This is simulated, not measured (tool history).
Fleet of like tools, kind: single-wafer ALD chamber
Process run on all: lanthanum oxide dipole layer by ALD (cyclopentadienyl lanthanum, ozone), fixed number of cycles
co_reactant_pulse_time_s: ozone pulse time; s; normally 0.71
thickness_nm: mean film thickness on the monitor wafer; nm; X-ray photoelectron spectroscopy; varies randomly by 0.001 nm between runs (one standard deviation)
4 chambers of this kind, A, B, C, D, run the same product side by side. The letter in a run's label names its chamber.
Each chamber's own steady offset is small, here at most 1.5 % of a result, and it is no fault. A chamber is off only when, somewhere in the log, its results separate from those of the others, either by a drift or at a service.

| run | day | co_reactant_pulse_time_s | read-back reference wafer on the same gauge, thickness_nm | thickness_nm |
|---|---|---|---|---|
| 1C | 0.325 | 0.71 | 0.49392 | 0.43244 |
| 2D | 0.538 | 0.71 | 0.4939 | 0.43988 |
| 3B | 0.846 | 0.71 | 0.49411 | 0.43849 |
| 4A | 1.162 | 0.71 | 0.49402 | 0.4378 |
| 5D | 1.379 | 0.88 | 0.494 | 0.4816 |
| 6B | 1.742 | 0.88 | 0.4938 | 0.48138 |
| 7A | 2.121 | 0.88 | 0.49411 | 0.4798 |
| 8C | 2.446 | 0.88 | 0.49385 | 0.472 |
| 9C | 2.688 | 0.71 | 0.4943 | 0.43181 |
| 10A | 2.962 | 0.71 | 0.49422 | 0.43976 |
| 11B | 3.367 | 0.71 | 0.49409 | 0.43812 |
| 12D | 3.554 | 0.71 | 0.49411 | 0.44061 |
|  | 3.671 | chamber B: thermocouple changed; heater temperature recalibrated |
| 13A | 3.733 | 0.71 | 0.49394 | 0.43802 |
| 14D | 3.946 | 0.71 | 0.49392 | 0.44037 |
| 15C | 4.221 | 0.71 | 0.49403 | 0.43306 |
| 16B | 4.55 | 0.71 | 0.49425 | 0.43583 |
| 17D | 4.946 | 0.71 | 0.49388 | 0.4406 |
| 18B | 5.333 | 0.71 | 0.49398 | 0.43608 |
| 19C | 5.738 | 0.71 | 0.4937 | 0.43184 |
| 20A | 6.146 | 0.71 | 0.49397 | 0.43645 |
| 21A | 6.525 | 0.71 | 0.49389 | 0.44036 |
| 22D | 6.792 | 0.71 | 0.4939 | 0.43974 |
| 23B | 7.004 | 0.71 | 0.49394 | 0.4332 |
| 24C | 7.192 | 0.71 | 0.49407 | 0.43101 |
| 25A | 7.529 | 0.71 | 0.49393 | 0.44022 |
| 26C | 7.75 | 0.71 | 0.49399 | 0.43305 |
| 27B | 8.075 | 0.71 | 0.494 | 0.43155 |
| 28D | 8.35 | 0.71 | 0.49367 | 0.43843 |
| 29C | 8.679 | 0.57 | 0.49426 | 0.38521 |
| 30D | 9.046 | 0.57 | 0.49409 | 0.39505 |
| 31B | 9.454 | 0.57 | 0.49375 | 0.3818 |
| 32A | 9.754 | 0.57 | 0.49399 | 0.39149 |
| 33D | 9.938 | 0.71 | 0.49409 | 0.43887 |
| 34C | 10.196 | 0.71 | 0.49414 | 0.4313 |
| 35A | 10.55 | 0.71 | 0.4938 | 0.43892 |
| 36B | 10.912 | 0.71 | 0.49403 | 0.42656 |

Is one chamber out of step, is the gauge drifting, or do the chambers differ by no more than their own small offsets? For an off chamber, give its letter and the likeliest cause.

It is chamber B that slowly wanders off from its peers.
Likeliest cause: ozone dose below that of a generator just serviced (%) = 5.95.

Here are 4 candidates for chamber B's next run, each the usual settings with a change, their results left as question marks. Which one brings its results back in line with what the others give on the usual settings?
Counts as in line when no further than this from what the other chambers average on the usual settings: thickness_nm 0.0036 nm
| 37B-1 | 11.212 | 0.75 |  | ? |
| 37B-2 | 11.212 | 0.66 |  | ? |
| 37B-3 | 11.212 | 0.77 |  | ? |
| 37B-4 | 11.212 | 0.68 |  | ? |

Other chambers, usual settings, mean: thickness_nm 0.43667 nm
| run | thickness_nm |
|---|---|
| 37B-1 | 0.43826 |
| 37B-2 | 0.4116 |
| 37B-3 | 0.44359 |
| 37B-4 | 0.41793 |
37B-1 brings the chamber back in line.
